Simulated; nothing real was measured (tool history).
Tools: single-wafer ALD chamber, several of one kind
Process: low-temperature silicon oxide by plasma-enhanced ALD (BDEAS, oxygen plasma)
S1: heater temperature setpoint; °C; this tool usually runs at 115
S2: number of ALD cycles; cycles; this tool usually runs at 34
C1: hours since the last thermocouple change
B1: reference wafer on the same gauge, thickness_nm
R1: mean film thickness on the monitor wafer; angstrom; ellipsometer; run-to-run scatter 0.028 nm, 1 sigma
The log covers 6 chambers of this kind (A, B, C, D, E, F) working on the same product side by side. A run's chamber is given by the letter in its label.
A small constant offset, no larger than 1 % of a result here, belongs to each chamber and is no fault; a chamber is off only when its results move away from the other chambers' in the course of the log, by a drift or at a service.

{"run": "1A", "day": 0.467, "S1": 115, "S2": 34, "C1": 588.1, "B1": 4.5042, "R1": 47.679}
{"run": "2F", "day": 0.746, "S1": 115, "S2": 34, "C1": 95.2, "B1": 4.4988, "R1": 47.125}
{"run": "3C", "day": 1.325, "S1": 115, "S2": 34, "C1": 982.5, "B1": 4.4956, "R1": 47.791}
{"run": "4D", "day": 1.783, "S1": 115, "S2": 34, "C1": 1911.5, "B1": 4.4941, "R1": 47.634}
{"run": "5B", "day": 2.262, "S1": 115, "S2": 34, "C1": 1376.6, "B1": 4.5013, "R1": 46.887}
{"run": "6E", "day": 2.762, "S1": 115, "S2": 34, "C1": 70.3, "B1": 4.4992, "R1": 47.149}
{"run": "7F", "day": 3.062, "S1": 115, "S2": 34, "C1": 150.8, "B1": 4.499, "R1": 47.206}
{"run": "8B", "day": 3.596, "S1": 115, "S2": 34, "C1": 1408.6, "B1": 4.5039, "R1": 46.883}
{"run": "9E", "day": 3.929, "S1": 125, "S2": 30, "C1": 98.3, "B1": 4.4968, "R1": 41.177}
{"run": "10A", "day": 4.338, "S1": 125, "S2": 30, "C1": 681, "B1": 4.498, "R1": 41.097}
{"run": "11D", "day": 4.958, "S1": 125, "S2": 30, "C1": 1987.7, "B1": 4.497, "R1": 40.997}
{"run": "12C", "day": 5.258, "S1": 125, "S2": 30, "C1": 1076.9, "B1": 4.4959, "R1": 40.628}
{"run": "13C", "day": 5.792, "S1": 125, "S2": 30, "C1": 1089.7, "B1": 4.506, "R1": 41.051}
{"run": "14E", "day": 6.408, "S1": 125, "S2": 30, "C1": 157.8, "B1": 4.5056, "R1": 40.273}
{"run": "15F", "day": 6.875, "S1": 115, "S2": 34, "C1": 242.3, "B1": 4.4933, "R1": 47.846}
{"day": 7.254, "done": "chamber D: thermocouple changed; heater temperature recalibrated"}
{"run": "16B", "day": 7.308, "S1": 115, "S2": 34, "C1": 1497.7, "B1": 4.5064, "R1": 46.727}
{"run": "17D", "day": 7.638, "S1": 115, "S2": 34, "C1": 9.3, "B1": 4.5021, "R1": 47.002}
{"run": "18A", "day": 8.238, "S1": 115, "S2": 34, "C1": 774.6, "B1": 4.5097, "R1": 46.731}
{"run": "19A", "day": 8.567, "S1": 115, "S2": 34, "C1": 782.5, "B1": 4.5037, "R1": 47.096}
{"run": "20B", "day": 8.975, "S1": 115, "S2": 34, "C1": 1537.7, "B1": 4.4951, "R1": 46.986}
{"run": "21D", "day": 9.325, "S1": 115, "S2": 34, "C1": 49.8, "B1": 4.4995, "R1": 47.343}
{"day": 9.625, "done": "chamber A: thermocouple changed; heater temperature recalibrated"}
{"run": "22C", "day": 9.971, "S1": 101, "S2": 41, "C1": 1190, "B1": 4.5018, "R1": 58.922}
{"run": "23E", "day": 10.433, "S1": 101, "S2": 41, "C1": 254.4, "B1": 4.4952, "R1": 58.586}
{"run": "24F", "day": 10.742, "S1": 101, "S2": 41, "C1": 335.1, "B1": 4.4987, "R1": 58.437}
{"run": "25A", "day": 11.092, "S1": 101, "S2": 41, "C1": 35.3, "B1": 4.4958, "R1": 58.219}
{"run": "26B", "day": 11.604, "S1": 101, "S2": 41, "C1": 1600.8, "B1": 4.5038, "R1": 58.232}
{"run": "27D", "day": 12.188, "S1": 101, "S2": 41, "C1": 118.5, "B1": 4.4996, "R1": 59.236}
{"run": "28E", "day": 12.533, "S1": 115, "S2": 34, "C1": 304.8, "B1": 4.5079, "R1": 47.348}
{"run": "29F", "day": 13.167, "S1": 115, "S2": 34, "C1": 393.3, "B1": 4.4943, "R1": 47.306}
{"run": "30C", "day": 13.512, "S1": 115, "S2": 34, "C1": 1275, "B1": 4.5055, "R1": 46.917}
{"run": "31C", "day": 13.933, "S1": 115, "S2": 34, "C1": 1285.1, "B1": 4.493, "R1": 46.921}
{"run": "32A", "day": 14.567, "S1": 115, "S2": 34, "C1": 118.7, "B1": 4.5016, "R1": 47.117}
{"run": "33B", "day": 15.175, "S1": 126, "S2": 28, "C1": 1686.5, "B1": 4.502, "R1": 38.449}
{"run": "34D", "day": 15.738, "S1": 126, "S2": 28, "C1": 203.7, "B1": 4.5007, "R1": 38.431}
{"run": "35E", "day": 16.279, "S1": 126, "S2": 28, "C1": 394.7, "B1": 4.5035, "R1": 38.261}
{"run": "36F", "day": 16.721, "S1": 126, "S2": 28, "C1": 478.6, "B1": 4.5021, "R1": 38.348}
{"run": "37D", "day": 17.188, "S1": 126, "S2": 28, "C1": 238.5, "B1": 4.4999, "R1": 38.491}
{"run": "38E", "day": 17.55, "S1": 126, "S2": 28, "C1": 425.2, "B1": 4.5062, "R1": 38.348}

What goes on in this fleet: one chamber off, a drifting gauge, or nothing beyond the chambers' own small offsets? Name the chamber and the cause, if any.

The fleet is healthy, with each chamber sitting at its usual small offset and no drift in the gauge.

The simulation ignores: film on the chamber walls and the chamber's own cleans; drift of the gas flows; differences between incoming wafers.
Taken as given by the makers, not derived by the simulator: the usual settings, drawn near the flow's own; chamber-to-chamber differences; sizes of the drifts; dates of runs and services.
